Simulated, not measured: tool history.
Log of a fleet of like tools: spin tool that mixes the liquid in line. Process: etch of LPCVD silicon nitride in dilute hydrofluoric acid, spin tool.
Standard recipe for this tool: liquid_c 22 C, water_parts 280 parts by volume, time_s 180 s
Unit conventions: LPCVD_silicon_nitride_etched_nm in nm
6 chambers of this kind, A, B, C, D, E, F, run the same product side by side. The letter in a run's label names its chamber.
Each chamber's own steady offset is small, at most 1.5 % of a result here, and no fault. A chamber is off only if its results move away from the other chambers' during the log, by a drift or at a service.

run    day  liquid_c  water_parts  time_s  hours since the thermometer was replaced  hours since the hydrofluoric acid flow meter was replaced  read-back film thickness of the LPCVD silicon nitride reference wafer, read on the same gauge (nm)  LPCVD_silicon_nitride_etched_nm
 1B  0.221        22          280     180                                     202.5                                                      487.4                                                                                              79.997                          0.20382
 2E  0.367        22          280     180                                      90.1                                                      229.8                                                                                              79.998                          0.27316
 3C  0.538        22          280     180                                    1498.6                                                      456.3                                                                                              79.988                          0.30425
 4F   0.65        22          280     180                                    1526.9                                                      976.7                                                                                                  80                          0.23705
 5A  0.821        22          280     180                                      45.1                                                        882                                                                                              80.049                          0.22951
 6D  0.958        22          280     180                                     230.1                                                      291.4                                                                                                  80                          0.26439
 7E  1.071        22          280     180                                       107                                                      246.7                                                                                              79.988                          0.26653
 8A  1.217        22          280     180                                      54.6                                                      891.5                                                                                              79.992                          0.30391
 9D   1.35        22          280     180                                     239.5                                                      300.8                                                                                               79.99                          0.23911
10C  1.458        22          280     180                                    1520.7                                                      478.4                                                                                              79.998                          0.28054
11F   1.65        22          280     180                                    1550.9                                                     1000.7                                                                                              79.991                          0.33307
12B  1.879        22          280     180                                     242.3                                                      527.2                                                                                                  80                          0.29701
13E  2.062        22          280     180                                     130.8                                                      270.5                                                                                              79.974                          0.24973
14A  2.221        22          280     180                                      78.7                                                      915.6                                                                                              79.983                          0.25341
15D  2.408        22          280     180                                     264.9                                                      326.2                                                                                              79.986                          0.27298
16B    2.6        22          280     180                                     259.6                                                      544.5                                                                                              80.015                          0.28432
17C  2.725        22          280     180                                    1551.1                                                      508.8                                                                                              80.017                          0.33175
18F  2.921        22          280     180                                    1581.4                                                     1031.2                                                                                              79.994                          0.34013
19F  3.104        22          280     180                                    1585.8                                                     1035.6                                                                                              79.982                          0.26918
     3.167  -- chamber B: hydrofluoric acid flow meter replaced
20E  3.292        22          280     140                                     160.3                                                        300                                                                                              79.969                          0.17857
21D  3.446        22          280     140                                     289.8                                                      351.1                                                                                              79.989                          0.17742
22B  3.604        22          280     140                                     283.7                                                       10.6                                                                                              79.988                          0.21507
23A  3.754        22          280     140                                     115.5                                                      952.4                                                                                              80.015                          0.18981
24C  3.929        22          280     140                                      1580                                                      537.7                                                                                              79.998                           0.1818
25D  4.125        22          280     140                                     306.1                                                      367.4                                                                                              79.991                          0.17823
26C    4.3        20          280     125                                    1588.9                                                      546.6                                                                                                  80                          0.12966
27E  4.508        20          280     125                                     189.5                                                      329.2                                                                                              80.004                          0.18076
28B  4.692        20          280     125                                     309.8                                                       36.7                                                                                              80.035                          0.19695
29F  4.921        20          280     125                                    1629.4                                                     1079.2                                                                                              79.983                          0.16337
30A  5.133        20          280     125                                     148.6                                                      985.5                                                                                              79.984                          0.17198
31C  5.258        20          280     125                                    1611.9                                                      569.6                                                                                              80.007                          0.17403
32B  5.479        22          280     180                                     328.7                                                       55.6                                                                                              80.009                          0.29252
33A  5.683        22          280      90                                     161.8                                                      998.7                                                                                              79.995                           0.1173
34E  5.804        22          280      90                                     220.6                                                      360.3                                                                                              80.034                          0.12826
35D  6.012        22          280      90                                     351.4                                                      412.7                                                                                              79.967                          0.13124
36F  6.162        22          280      90                                    1659.2                                                       1109                                                                                              80.026                           0.1393
37E  6.308        22          280      90                                     232.7                                                      372.4                                                                                              80.046                          0.12532
38C  6.446        22          280      90                                    1640.4                                                      598.1                                                                                              80.003                          0.13813
39A  6.662        22          280     180                                     185.3                                                     1022.2                                                                                              79.994                          0.22711

Which is it: a chamber that has drifted or been left off by a service, a gauge drift common to all chambers, or only each chamber's usual small offset? If a chamber is off, name it and its likeliest cause.

Nothing is wrong: each chamber keeps only its own small, steady offset and the gauge holds still.
